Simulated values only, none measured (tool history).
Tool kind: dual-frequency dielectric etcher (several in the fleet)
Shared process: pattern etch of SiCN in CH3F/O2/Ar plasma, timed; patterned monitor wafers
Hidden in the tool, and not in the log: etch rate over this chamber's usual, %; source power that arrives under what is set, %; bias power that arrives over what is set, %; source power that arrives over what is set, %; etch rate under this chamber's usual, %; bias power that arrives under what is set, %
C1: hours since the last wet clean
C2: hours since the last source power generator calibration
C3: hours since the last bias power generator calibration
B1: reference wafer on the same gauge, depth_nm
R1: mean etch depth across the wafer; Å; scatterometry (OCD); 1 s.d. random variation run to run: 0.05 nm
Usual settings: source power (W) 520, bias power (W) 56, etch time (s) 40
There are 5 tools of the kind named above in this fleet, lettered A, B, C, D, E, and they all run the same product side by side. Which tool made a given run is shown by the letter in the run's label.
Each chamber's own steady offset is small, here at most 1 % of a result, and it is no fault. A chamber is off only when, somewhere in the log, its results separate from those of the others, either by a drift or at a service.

{"run": "1C", "hour": 11.3, "source power (W)": 520, "bias power (W)": 56, "etch time (s)": 40, "C1": 268.1, "C2": 1361.7, "C3": 2307.9, "B1": 17.396, "R1": 152.86}
{"run": "2E", "hour": 21.0, "source power (W)": 520, "bias power (W)": 56, "etch time (s)": 40, "C1": 107.0, "C2": 692.8, "C3": 1768.5, "B1": 17.385, "R1": 151.98}
{"run": "3A", "hour": 33.3, "source power (W)": 520, "bias power (W)": 56, "etch time (s)": 40, "C1": 402.6, "C2": 947.9, "C3": 415.5, "B1": 17.409, "R1": 153.27}
{"run": "4B", "hour": 44.9, "source power (W)": 520, "bias power (W)": 56, "etch time (s)": 40, "C1": 407.9, "C2": 1276.7, "C3": 323.5, "B1": 17.381, "R1": 152.81}
{"run": "5D", "hour": 55.9, "source power (W)": 520, "bias power (W)": 56, "etch time (s)": 40, "C1": 291.9, "C2": 3696.8, "C3": 1874.1, "B1": 17.391, "R1": 153.5}
{"run": "6C", "hour": 69.6, "source power (W)": 520, "bias power (W)": 56, "etch time (s)": 40, "C1": 326.4, "C2": 1420.0, "C3": 2366.2, "B1": 17.39, "R1": 154.0}
{"run": "7B", "hour": 82.0, "source power (W)": 520, "bias power (W)": 56, "etch time (s)": 40, "C1": 445.0, "C2": 1313.8, "C3": 360.6, "B1": 17.398, "R1": 153.64}
{"hour": 84.7, "done": "chamber B: wet clean of the chamber"}
{"run": "8A", "hour": 94.4, "source power (W)": 520, "bias power (W)": 56, "etch time (s)": 40, "C1": 463.7, "C2": 1009.0, "C3": 476.6, "B1": 17.397, "R1": 153.76}
{"run": "9D", "hour": 104.1, "source power (W)": 520, "bias power (W)": 56, "etch time (s)": 40, "C1": 340.1, "C2": 3745.0, "C3": 1922.3, "B1": 17.396, "R1": 153.49}
{"run": "10E", "hour": 114.2, "source power (W)": 520, "bias power (W)": 56, "etch time (s)": 40, "C1": 200.2, "C2": 786.0, "C3": 1861.7, "B1": 17.397, "R1": 152.49}
{"run": "11E", "hour": 126.7, "source power (W)": 470, "bias power (W)": 56, "etch time (s)": 44, "C1": 212.7, "C2": 798.5, "C3": 1874.2, "B1": 17.397, "R1": 161.55}
{"run": "12B", "hour": 133.1, "source power (W)": 470, "bias power (W)": 56, "etch time (s)": 44, "C1": 48.5, "C2": 1364.9, "C3": 411.7, "B1": 17.389, "R1": 160.94}
{"run": "13C", "hour": 145.7, "source power (W)": 470, "bias power (W)": 56, "etch time (s)": 44, "C1": 402.5, "C2": 1496.1, "C3": 2442.3, "B1": 17.392, "R1": 162.15}
{"run": "14D", "hour": 157.1, "source power (W)": 470, "bias power (W)": 56, "etch time (s)": 44, "C1": 393.1, "C2": 3798.0, "C3": 1975.3, "B1": 17.401, "R1": 162.79}
{"hour": 169.0, "done": "chamber C: wet clean of the chamber"}
{"run": "15A", "hour": 169.1, "source power (W)": 470, "bias power (W)": 56, "etch time (s)": 44, "C1": 538.4, "C2": 1083.7, "C3": 551.3, "B1": 17.419, "R1": 162.91}
{"hour": 169.6, "done": "chamber D: wet clean of the chamber"}
{"run": "16D", "hour": 183.6, "source power (W)": 520, "bias power (W)": 56, "etch time (s)": 40, "C1": 14.0, "C2": 3824.5, "C3": 2001.8, "B1": 17.395, "R1": 153.47}
{"run": "17B", "hour": 195.2, "source power (W)": 520, "bias power (W)": 56, "etch time (s)": 40, "C1": 110.6, "C2": 1427.0, "C3": 473.8, "B1": 17.414, "R1": 152.93}
{"run": "18C", "hour": 206.0, "source power (W)": 520, "bias power (W)": 56, "etch time (s)": 40, "C1": 37.0, "C2": 1556.4, "C3": 2502.6, "B1": 17.402, "R1": 146.97}
{"run": "19A", "hour": 214.1, "source power (W)": 520, "bias power (W)": 56, "etch time (s)": 40, "C1": 583.4, "C2": 1128.7, "C3": 596.3, "B1": 17.395, "R1": 154.47}
{"run": "20E", "hour": 222.4, "source power (W)": 520, "bias power (W)": 56, "etch time (s)": 40, "C1": 308.4, "C2": 894.2, "C3": 1969.9, "B1": 17.393, "R1": 153.07}
{"run": "21A", "hour": 231.6, "source power (W)": 520, "bias power (W)": 56, "etch time (s)": 40, "C1": 600.9, "C2": 1146.2, "C3": 613.8, "B1": 17.395, "R1": 154.35}
{"run": "22B", "hour": 243.5, "source power (W)": 520, "bias power (W)": 56, "etch time (s)": 40, "C1": 158.9, "C2": 1475.3, "C3": 522.1, "B1": 17.398, "R1": 152.89}
{"hour": 249.9, "done": "chamber A: wet clean of the chamber"}
{"run": "23E", "hour": 253.1, "source power (W)": 580, "bias power (W)": 56, "etch time (s)": 40, "C1": 339.1, "C2": 924.9, "C3": 2000.6, "B1": 17.4, "R1": 158.26}
{"run": "24C", "hour": 264.5, "source power (W)": 580, "bias power (W)": 56, "etch time (s)": 40, "C1": 95.5, "C2": 1614.9, "C3": 2561.1, "B1": 17.4, "R1": 153.74}
{"run": "25D", "hour": 276.9, "source power (W)": 580, "bias power (W)": 56, "etch time (s)": 40, "C1": 107.3, "C2": 3917.8, "C3": 2095.1, "B1": 17.398, "R1": 159.45}
{"run": "26E", "hour": 285.4, "source power (W)": 580, "bias power (W)": 56, "etch time (s)": 40, "C1": 371.4, "C2": 957.2, "C3": 2032.9, "B1": 17.396, "R1": 159.48}
{"run": "27A", "hour": 297.2, "source power (W)": 580, "bias power (W)": 56, "etch time (s)": 40, "C1": 47.4, "C2": 1211.8, "C3": 679.4, "B1": 17.386, "R1": 160.5}
{"hour": 299.6, "done": "chamber E: bias power generator calibrated"}
{"hour": 303.4, "done": "chamber E: wet clean of the chamber"}
{"run": "28B", "hour": 304.4, "source power (W)": 520, "bias power (W)": 56, "etch time (s)": 40, "C1": 219.8, "C2": 1536.2, "C3": 583.0, "B1": 17.402, "R1": 152.86}
{"run": "29D", "hour": 318.9, "source power (W)": 520, "bias power (W)": 56, "etch time (s)": 40, "C1": 149.3, "C2": 3959.8, "C3": 2137.1, "B1": 17.382, "R1": 153.33}
{"run": "30C", "hour": 330.5, "source power (W)": 520, "bias power (W)": 56, "etch time (s)": 40, "C1": 161.5, "C2": 1680.9, "C3": 2627.1, "B1": 17.4, "R1": 147.32}
{"run": "31B", "hour": 343.3, "source power (W)": 520, "bias power (W)": 56, "etch time (s)": 40, "C1": 258.7, "C2": 1575.1, "C3": 621.9, "B1": 17.412, "R1": 152.49}
{"run": "32A", "hour": 354.6, "source power (W)": 520, "bias power (W)": 56, "etch time (s)": 40, "C1": 104.8, "C2": 1269.2, "C3": 736.8, "B1": 17.39, "R1": 154.4}
{"run": "33C", "hour": 361.2, "source power (W)": 520, "bias power (W)": 56, "etch time (s)": 40, "C1": 192.2, "C2": 1711.6, "C3": 2657.8, "B1": 17.397, "R1": 146.79}
{"run": "34D", "hour": 375.5, "source power (W)": 520, "bias power (W)": 56, "etch time (s)": 40, "C1": 205.9, "C2": 4016.4, "C3": 2193.7, "B1": 17.403, "R1": 154.06}
{"run": "35E", "hour": 384.2, "source power (W)": 520, "bias power (W)": 56, "etch time (s)": 40, "C1": 80.9, "C2": 1056.0, "C3": 84.6, "B1": 17.391, "R1": 152.16}
{"run": "36E", "hour": 398.7, "source power (W)": 520, "bias power (W)": 56, "etch time (s)": 40, "C1": 95.4, "C2": 1070.5, "C3": 99.1, "B1": 17.395, "R1": 152.85}
{"run": "37C", "hour": 408.1, "source power (W)": 520, "bias power (W)": 56, "etch time (s)": 40, "C1": 239.1, "C2": 1758.5, "C3": 2704.7, "B1": 17.399, "R1": 146.97}

Predict what each chamber gives when all 5 of them run the settings below next.
{"run": "38A", "hour": 418.6, "source power (W)": 560, "bias power (W)": 56, "etch time (s)": 40, "R1": "?"}
{"run": "38B", "hour": 418.6, "source power (W)": 560, "bias power (W)": 56, "etch time (s)": 40, "R1": "?"}
{"run": "38C", "hour": 418.6, "source power (W)": 560, "bias power (W)": 56, "etch time (s)": 40, "R1": "?"}
{"run": "38D", "hour": 418.6, "source power (W)": 560, "bias power (W)": 56, "etch time (s)": 40, "R1": "?"}
{"run": "38E", "hour": 418.6, "source power (W)": 560, "bias power (W)": 56, "etch time (s)": 40, "R1": "?"}

run=38A R1=157.57
run=38B R1=157.56
run=38C R1=149.83
run=38D R1=158.16
run=38E R1=157.79
